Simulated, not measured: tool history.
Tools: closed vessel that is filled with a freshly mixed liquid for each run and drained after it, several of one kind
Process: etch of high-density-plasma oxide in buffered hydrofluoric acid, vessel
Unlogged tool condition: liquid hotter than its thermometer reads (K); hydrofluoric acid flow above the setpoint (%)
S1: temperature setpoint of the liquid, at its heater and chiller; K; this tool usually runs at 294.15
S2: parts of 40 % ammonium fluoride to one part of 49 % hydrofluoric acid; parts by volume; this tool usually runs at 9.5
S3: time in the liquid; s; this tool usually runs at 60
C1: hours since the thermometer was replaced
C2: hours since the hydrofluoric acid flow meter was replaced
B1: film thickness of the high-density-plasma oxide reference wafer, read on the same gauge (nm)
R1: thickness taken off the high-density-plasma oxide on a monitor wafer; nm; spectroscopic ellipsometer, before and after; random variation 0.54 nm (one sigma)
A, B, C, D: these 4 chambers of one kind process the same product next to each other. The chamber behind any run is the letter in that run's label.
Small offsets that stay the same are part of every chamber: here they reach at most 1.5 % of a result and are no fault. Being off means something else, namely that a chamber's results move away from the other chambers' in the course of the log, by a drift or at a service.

At day 0.038: chamber B: thermometer replaced.
Run 1D, day 0.304: usual settings; C1 246.1; C2 998.5; B1 100.000. Result: R1 65.135 nm.
Run 2C, day 0.638: usual settings; C1 1377.1; C2 1854.3; B1 100.010. Result: R1 66.409 nm.
Run 3A, day 0.788: usual settings; C1 63.7; C2 634.4; B1 100.010. Result: R1 65.121 nm.
Run 4B, day 1.112: usual settings; C1 25.9; C2 60.9; B1 99.981. Result: R1 63.913 nm.
Run 5D, day 1.329: usual settings; C1 270.7; C2 1023.1; B1 99.999. Result: R1 66.790 nm.
Run 6C, day 1.562: usual settings; C1 1399.3; C2 1876.5; B1 99.972. Result: R1 65.206 nm.
Run 7B, day 1.825: usual settings; C1 43.0; C2 78.0; B1 99.994. Result: R1 64.519 nm.
Run 8A, day 2.067: usual settings; C1 94.4; C2 665.1; B1 99.981. Result: R1 64.857 nm.
Run 9A, day 2.400: usual settings; C1 102.4; C2 673.1; B1 100.000. Result: R1 65.705 nm.
Run 10C, day 2.738: usual settings; C1 1427.5; C2 1904.7; B1 100.000. Result: R1 67.077 nm.
Run 11D, day 2.971: usual settings; C1 310.1; C2 1062.5; B1 100.000. Result: R1 65.109 nm.
Run 12B, day 3.283: usual settings; C1 78.0; C2 113.0; B1 100.020. Result: R1 65.035 nm.
Run 13D, day 3.583: usual settings; C1 324.8; C2 1077.2; B1 100.020. Result: R1 66.639 nm.
Run 14C, day 3.854: usual settings but S1 298.65 K; C1 1454.3; C2 1931.5; B1 99.998. Result: R1 84.035 nm.
Run 15A, day 4.008: usual settings but S1 298.65 K; C1 141.0; C2 711.7; B1 100.010. Result: R1 83.784 nm.
Run 16B, day 4.354: usual settings but S1 298.65 K; C1 103.7; C2 138.7; B1 99.997. Result: R1 82.264 nm.
Run 17C, day 4.550: usual settings but S1 298.65 K; C1 1471.0; C2 1948.2; B1 100.000. Result: R1 84.364 nm.
Run 18B, day 4.771: usual settings; C1 113.7; C2 148.7; B1 99.992. Result: R1 65.081 nm.
Run 19A, day 4.921: usual settings; C1 162.9; C2 733.6; B1 100.010. Result: R1 65.253 nm.
Run 20D, day 5.129: usual settings; C1 361.9; C2 1114.3; B1 99.986. Result: R1 67.726 nm.
Run 21D, day 5.358: usual settings; C1 367.4; C2 1119.8; B1 99.975. Result: R1 67.832 nm.
Run 22C, day 5.700: usual settings; C1 1498.6; C2 1975.8; B1 100.020. Result: R1 65.515 nm.
Run 23A, day 5.858: usual settings; C1 185.4; C2 756.1; B1 99.984. Result: R1 65.708 nm.
Run 24B, day 6.133: usual settings; C1 146.4; C2 181.4; B1 100.010. Result: R1 64.247 nm.
Run 25A, day 6.417: usual settings; C1 198.8; C2 769.5; B1 99.991. Result: R1 64.453 nm.
Run 26D, day 6.662: usual settings; C1 398.7; C2 1151.1; B1 100.000. Result: R1 68.789 nm.
At day 6.946: chamber C: hydrofluoric acid flow meter replaced.
Run 27B, day 6.992: usual settings; C1 167.0; C2 202.0; B1 100.010. Result: R1 64.298 nm.
Run 28C, day 7.204: usual settings; C1 1534.7; C2 6.3; B1 99.994. Result: R1 65.150 nm.
Run 29D, day 7.396: usual settings; C1 416.3; C2 1168.7; B1 99.992. Result: R1 69.800 nm.
Run 30B, day 7.704: usual settings; C1 184.1; C2 219.1; B1 99.991. Result: R1 65.009 nm.
Run 31A, day 7.883: usual settings; C1 234.0; C2 804.7; B1 99.982. Result: R1 65.925 nm.
Run 32C, day 8.117: usual settings; C1 1556.6; C2 28.2; B1 100.010. Result: R1 66.886 nm.
Run 33A, day 8.421: usual settings; C1 246.9; C2 817.6; B1 100.020. Result: R1 66.113 nm.
Run 34B, day 8.750: usual settings; C1 209.2; C2 244.2; B1 100.000. Result: R1 64.981 nm.

Next, every chamber runs the same settings. What will each give?
Run 35A, day 8.996: usual settings but S3 30 s. Result: R1 ?.
Run 35B, day 8.996: usual settings but S3 30 s. Result: R1 ?.
Run 35C, day 8.996: usual settings but S3 30 s. Result: R1 ?.
Run 35D, day 8.996: usual settings but S3 30 s. Result: R1 ?.

run      R1
35A  32.644
35B  32.581
35C  32.704
35D  35.574

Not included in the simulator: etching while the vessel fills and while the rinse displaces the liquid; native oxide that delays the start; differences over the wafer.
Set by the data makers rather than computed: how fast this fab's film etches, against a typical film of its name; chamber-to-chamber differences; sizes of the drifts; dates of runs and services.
